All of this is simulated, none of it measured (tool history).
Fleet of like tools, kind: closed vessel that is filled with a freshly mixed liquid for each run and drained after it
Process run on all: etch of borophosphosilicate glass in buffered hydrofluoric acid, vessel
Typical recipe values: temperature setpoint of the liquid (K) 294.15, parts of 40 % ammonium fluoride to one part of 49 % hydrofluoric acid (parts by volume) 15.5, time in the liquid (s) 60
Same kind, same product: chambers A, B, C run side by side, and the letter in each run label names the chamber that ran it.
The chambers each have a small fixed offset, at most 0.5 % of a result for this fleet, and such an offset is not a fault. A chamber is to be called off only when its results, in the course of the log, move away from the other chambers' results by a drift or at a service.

run   hour  temperature setpoint of the liquid (K)  parts of 40 % ammonium fluoride to one part of 49 % hydrofluoric acid (parts by volume)  time in the liquid (s)  read-back film thickness of the borophosphosilicate glass reference wafer, read on the same gauge (nm)  thickness taken off the borophosphosilicate glass on a monitor wafer (angstrom)
 1C    7.5                                  294.15                                                                                     15.5                      60                                                                                                  70.028                                                                           601.63
 2A   14.3                                  294.15                                                                                     15.5                      60                                                                                                  70.014                                                                           601.75
 3B   22.5                                  294.15                                                                                     15.5                      60                                                                                                  70.004                                                                           601.20
 4B   34.4                                  294.15                                                                                     15.5                      60                                                                                                  69.995                                                                           593.99
 5A   42.3                                  294.15                                                                                     15.5                      60                                                                                                  69.992                                                                           591.95
 6C   50.6                                  294.15                                                                                     15.5                      60                                                                                                  69.999                                                                           606.24
 7A   58.5                                  294.15                                                                                     15.5                      60                                                                                                  69.995                                                                           590.14
 8C   65.4                                  294.15                                                                                     15.5                      60                                                                                                  69.995                                                                           606.79
 9B   75.1                                  297.65                                                                                     11.5                      60                                                                                                  70.010                                                                           966.52
10A   83.5                                  297.65                                                                                     11.5                      60                                                                                                  69.985                                                                           970.33
11B   91.7                                  297.65                                                                                     11.5                      60                                                                                                  69.983                                                                           996.68
12C  103.6                                  294.15                                                                                     15.5                      60                                                                                                  69.942                                                                           607.24
13C  111.0                                  290.65                                                                                     15.5                      60                                                                                                  70.003                                                                           488.56
14A  120.2                                  290.65                                                                                     15.5                      60                                                                                                  69.985                                                                           483.79
15B  128.4                                  290.65                                                                                     15.5                      60                                                                                                  70.024                                                                           512.58
16C  134.1                                  294.15                                                                                     15.5                      60                                                                                                  69.980                                                                           598.70
     136.7  -- chamber A: thermometer replaced
17A  142.1                                  294.15                                                                                     15.5                      60                                                                                                  70.007                                                                           598.20
18B  147.4                                  294.15                                                                                     15.5                      60                                                                                                  70.018                                                                           629.85
19C  153.4                                  294.15                                                                                     15.5                      60                                                                                                  70.028                                                                           610.32
20B  159.8                                  294.15                                                                                     15.5                      60                                                                                                  70.010                                                                           632.13
21A  169.9                                  294.15                                                                                     19.5                      60                                                                                                  69.981                                                                           475.92

Next, every chamber runs the same settings. What will each give?
22A  178.5                                  294.15                                                                                     19.0                      60                                                                                                                                                                                        ?
22B  178.5                                  294.15                                                                                     19.0                      60                                                                                                                                                                                        ?
22C  178.5                                  294.15                                                                                     19.0                      60                                                                                                                                                                                        ?

run  thickness taken off the borophosphosilicate glass on a monitor wafer (angstrom)
22A                                                                           489.66
22B                                                                           520.65
22C                                                                           492.59

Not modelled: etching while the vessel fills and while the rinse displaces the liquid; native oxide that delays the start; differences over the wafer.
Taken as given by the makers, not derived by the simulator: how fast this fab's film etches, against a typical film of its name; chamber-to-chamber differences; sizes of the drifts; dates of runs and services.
